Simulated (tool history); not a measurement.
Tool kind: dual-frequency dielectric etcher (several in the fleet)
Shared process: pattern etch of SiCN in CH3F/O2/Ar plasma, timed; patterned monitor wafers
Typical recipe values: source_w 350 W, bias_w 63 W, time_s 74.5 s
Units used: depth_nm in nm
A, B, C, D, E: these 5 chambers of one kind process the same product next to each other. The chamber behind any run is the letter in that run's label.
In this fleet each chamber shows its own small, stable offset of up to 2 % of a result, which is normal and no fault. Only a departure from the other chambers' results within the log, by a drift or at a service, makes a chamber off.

run   hour  source_w  bias_w  time_s  read-back reference wafer on the same gauge, depth_nm  depth_nm
 1C   12.3       350      63    74.5                                                 20.505    24.898
      14.2  -- chamber D: source power generator calibrated
 2D   23.1       350      63    74.5                                                 20.499    25.542
      28.2  -- chamber D: wet clean of the chamber
 3E   32.3       350      63    74.5                                                 20.502    25.658
 4B   40.2       350      63    74.5                                                 20.481    25.258
 5A     48       350      63    74.5                                                 20.487    25.451
 6D   59.8       350      63    74.5                                                 20.495    25.489
 7B   68.7       350      63    74.5                                                 20.505    25.397
      72.2  -- chamber E: wet clean of the chamber
      79.5  -- chamber C: wet clean of the chamber
 8E   83.2       350      63    74.5                                                 20.505    25.645
 9A   91.4       350      63    74.5                                                 20.498    25.387
10C  107.9       350      63    74.5                                                 20.507    24.884
11B  120.9       350      63    74.5                                                 20.503    25.314
12A  137.4       350      63    74.5                                                 20.516    25.525
13C    150       350      63    74.5                                                 20.501    25.048
14E  158.6       350      63    74.5                                                 20.511     25.55
15D  170.4       350      63    74.5                                                 20.488    25.557
16E  183.8       350      63    74.5                                                 20.489    25.682
17A  195.6       350      63    74.5                                                 20.496    25.589
     208.5  -- chamber B: wet clean of the chamber
18B  211.9       350      63    74.5                                                 20.498     25.23
19D  227.3       350      53    74.5                                                 20.512     24.05
20C  239.5       350      53    74.5                                                 20.519    23.533
21A  254.8       350      53    74.5                                                   20.5    24.231
22C  263.9       350      53    74.5                                                 20.504    23.614
23B  277.6       350      53    74.5                                                 20.496    23.805
24E  291.2       350      63    74.5                                                 20.508    25.546
25D  306.1       350      63    74.5                                                 20.511    25.489
26C  318.5       350      63    74.5                                                 20.497    24.961
27B  327.7       350      63    74.5                                                 20.508    25.245
28E  340.6       350      63    74.5                                                 20.503    25.531
29A  355.6       350      63    74.5                                                 20.519    26.002
30D  368.7       350      63    74.5                                                 20.489    25.614
31D  376.6       350      63    74.5                                                 20.488    25.551
32E  392.3       350      63    74.5                                                  20.49    25.619
33B  405.2       350      63    74.5                                                 20.508    25.227
34C  418.4       350      63    74.5                                                 20.504    24.937
     425.9  -- chamber C: wet clean of the chamber
35A  432.4       350      63    74.5                                                 20.503    26.102
       434  -- chamber D: wet clean of the chamber
36C  441.3       350      63    74.5                                                 20.503    24.952
37A  455.8       350      63    74.5                                                 20.504    26.226
38D  465.9       350      63    74.5                                                 20.498    25.553
39E  477.8       350      63    74.5                                                 20.501    25.548
40B  491.1       350      63    74.5                                                 20.501    25.379
41A  501.4       350      63    74.5                                                 20.492    26.341
42C  510.7       350      71      63                                                 20.499    22.014

One chamber off, gauge drift, or nothing amiss beyond the chambers' own small offsets? If it is a chamber, which one, and what is the likeliest cause?

Little by little, chamber A moves away from the other chambers.
Cause: etch rate over this chamber's usual, % = 3.96.

Chamber A could run next with any of the 4 candidate recipes listed below; each alters the usual settings, and their results appear as question marks. Which one brings its results back in line with what the other chambers deliver on the usual settings?
In line here means within this much of the mean the other chambers give on the usual settings: depth_nm 0.24 nm
43A-1  522.5       350      64      77                                                                ?
43A-2  522.5       350      61    74.5                                                                ?
43A-3  522.5       350      62      72                                                                ?
43A-4  522.5       360      63    74.5                                                                ?

The mean the other chambers reach with the usual settings: depth_nm 25.363 nm
  run  depth_nm
43A-1    27.446
43A-2     26.12
43A-3    25.384
43A-4    26.699
43A-3 puts the chamber back in line with the other chambers.

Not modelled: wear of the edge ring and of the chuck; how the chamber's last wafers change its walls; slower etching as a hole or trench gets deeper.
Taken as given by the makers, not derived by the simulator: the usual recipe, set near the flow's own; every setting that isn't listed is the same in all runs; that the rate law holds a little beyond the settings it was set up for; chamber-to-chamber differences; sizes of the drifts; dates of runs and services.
